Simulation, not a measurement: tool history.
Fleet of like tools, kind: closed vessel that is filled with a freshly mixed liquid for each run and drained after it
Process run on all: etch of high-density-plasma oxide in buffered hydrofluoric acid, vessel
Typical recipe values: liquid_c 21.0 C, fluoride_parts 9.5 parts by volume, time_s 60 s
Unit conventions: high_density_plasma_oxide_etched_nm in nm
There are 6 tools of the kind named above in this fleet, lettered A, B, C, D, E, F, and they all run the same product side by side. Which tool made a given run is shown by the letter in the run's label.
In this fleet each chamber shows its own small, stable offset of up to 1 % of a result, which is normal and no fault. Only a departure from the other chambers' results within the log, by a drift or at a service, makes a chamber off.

| run | day | liquid_c | fluoride_parts | time_s | hours since the thermometer was replaced | hours since the hydrofluoric acid flow meter was replaced | read-back film thickness of the high-density-plasma oxide reference wafer, read on the same gauge (nm) | high_density_plasma_oxide_etched_nm |
|---|---|---|---|---|---|---|---|---|
| 1A | 0.196 | 21.0 | 9.5 | 60 | 1000.6 | 967.0 | 59.967 | 65.930 |
| 2B | 0.512 | 21.0 | 9.5 | 60 | 487.5 | 705.5 | 59.994 | 64.989 |
| 3F | 0.842 | 21.0 | 9.5 | 60 | 323.8 | 698.4 | 60.014 | 65.183 |
| 4E | 1.083 | 21.0 | 9.5 | 60 | 389.7 | 528.1 | 59.996 | 65.640 |
| 5C | 1.454 | 21.0 | 9.5 | 60 | 2492.4 | 361.1 | 59.988 | 65.836 |
| 6D | 1.850 | 21.0 | 13.0 | 60 | 1248.3 | 416.5 | 59.946 | 48.748 |
| 7D | 2.054 | 21.0 | 13.0 | 60 | 1253.2 | 421.4 | 59.995 | 48.863 |
| 8E | 2.262 | 21.0 | 13.0 | 60 | 418.0 | 556.4 | 60.013 | 49.166 |
| 9B | 2.529 | 21.0 | 13.0 | 60 | 535.9 | 753.9 | 59.996 | 48.313 |
| 10F | 2.725 | 21.0 | 13.0 | 60 | 369.0 | 743.6 | 59.997 | 49.150 |
|  | 3.008 | chamber D: hydrofluoric acid flow meter replaced |
| 11C | 3.012 | 21.0 | 13.0 | 60 | 2529.8 | 398.5 | 60.012 | 48.580 |
| 12A | 3.392 | 21.0 | 9.5 | 60 | 1077.3 | 1043.7 | 60.035 | 66.340 |
| 13A | 3.671 | 21.0 | 9.5 | 60 | 1084.0 | 1050.4 | 59.987 | 64.842 |
|  | 3.704 | chamber F: hydrofluoric acid flow meter replaced |
| 14B | 4.071 | 18.5 | 9.5 | 30 | 572.9 | 790.9 | 59.973 | 27.645 |
| 15C | 4.467 | 18.5 | 9.5 | 30 | 2564.7 | 433.4 | 59.971 | 28.189 |
| 16F | 4.717 | 18.5 | 9.5 | 30 | 416.8 | 24.4 | 60.013 | 28.692 |
| 17E | 4.925 | 18.5 | 9.5 | 30 | 481.9 | 620.3 | 60.025 | 28.510 |
|  | 5.125 | chamber A: hydrofluoric acid flow meter replaced |
| 18D | 5.229 | 18.5 | 9.5 | 30 | 1329.4 | 53.3 | 60.024 | 28.475 |
| 19E | 5.612 | 18.5 | 9.5 | 30 | 498.4 | 636.8 | 59.965 | 28.853 |
| 20C | 5.800 | 21.0 | 9.5 | 60 | 2596.7 | 465.4 | 60.018 | 63.456 |
| 21D | 6.008 | 21.0 | 9.5 | 60 | 1348.1 | 72.0 | 60.017 | 64.331 |
|  | 6.033 | chamber B: hydrofluoric acid flow meter replaced |
| 22F | 6.221 | 21.0 | 9.5 | 90 | 452.9 | 60.5 | 59.993 | 98.126 |
| 23A | 6.517 | 21.0 | 9.5 | 90 | 1152.3 | 33.5 | 60.024 | 98.460 |
| 24B | 6.712 | 21.0 | 9.5 | 90 | 636.3 | 16.4 | 59.985 | 98.025 |
| 25E | 6.971 | 21.0 | 9.5 | 90 | 531.0 | 669.4 | 60.007 | 97.621 |
| 26B | 7.217 | 21.0 | 9.5 | 90 | 648.4 | 28.5 | 60.019 | 96.891 |
| 27C | 7.492 | 21.0 | 9.5 | 90 | 2637.3 | 506.0 | 60.042 | 92.147 |
| 28D | 7.858 | 21.0 | 9.5 | 60 | 1392.5 | 116.4 | 60.022 | 65.687 |
| 29A | 8.054 | 21.0 | 9.5 | 60 | 1189.2 | 70.4 | 60.017 | 66.297 |
| 30F | 8.250 | 21.0 | 9.5 | 60 | 501.6 | 109.2 | 60.040 | 67.526 |
| 31F | 8.642 | 21.0 | 9.5 | 60 | 511.0 | 118.6 | 60.004 | 65.437 |
| 32D | 8.875 | 21.0 | 9.5 | 60 | 1416.9 | 140.8 | 59.985 | 64.266 |
| 33B | 9.092 | 21.0 | 9.5 | 60 | 693.4 | 73.5 | 59.961 | 64.604 |
| 34E | 9.317 | 21.0 | 9.5 | 60 | 587.3 | 725.7 | 60.004 | 66.294 |
| 35C | 9.717 | 21.0 | 9.5 | 60 | 2690.7 | 559.4 | 59.959 | 60.472 |
| 36A | 10.071 | 21.0 | 9.5 | 60 | 1237.6 | 118.8 | 59.996 | 65.700 |
| 37A | 10.375 | 21.0 | 9.5 | 60 | 1244.9 | 126.1 | 60.004 | 65.875 |
| 38D | 10.600 | 24.0 | 9.5 | 40 | 1458.3 | 182.2 | 59.922 | 50.195 |

What goes on in this fleet: one chamber off, a drifting gauge, or nothing beyond the chambers' own small offsets? Name the chamber and the cause, if any.

Little by little, chamber C moves away from the other chambers.
Likeliest cause: hydrofluoric acid flow below the setpoint (%) = 11.
The log might look much the same if the cause were instead: liquid colder than its thermometer reads (K).

Chamber C could run next with any of the 4 candidate recipes listed below; each alters the usual settings, and their results appear as question marks. Which one brings its results back in line with what the other chambers deliver on the usual settings?
A result is in line if it is within this distance of the other chambers' mean on the usual settings: high_density_plasma_oxide_etched_nm 2.300 nm
| 39C-1 | 10.896 | 20.5 | 10.0 | 60 |  |  |  | ? |
| 39C-2 | 10.896 | 21.5 | 9.5 | 60 |  |  |  | ? |
| 39C-3 | 10.896 | 22.5 | 9.5 | 60 |  |  |  | ? |
| 39C-4 | 10.896 | 20.5 | 9.5 | 60 |  |  |  | ? |

On the usual settings, the other chambers give on average: high_density_plasma_oxide_etched_nm 65.156 nm
| run | high_density_plasma_oxide_etched_nm |
|---|---|
| 39C-1 | 55.349 |
| 39C-2 | 61.522 |
| 39C-3 | 65.054 |
| 39C-4 | 58.194 |
39C-3 is the one that brings the chamber's results back in line with the other chambers.
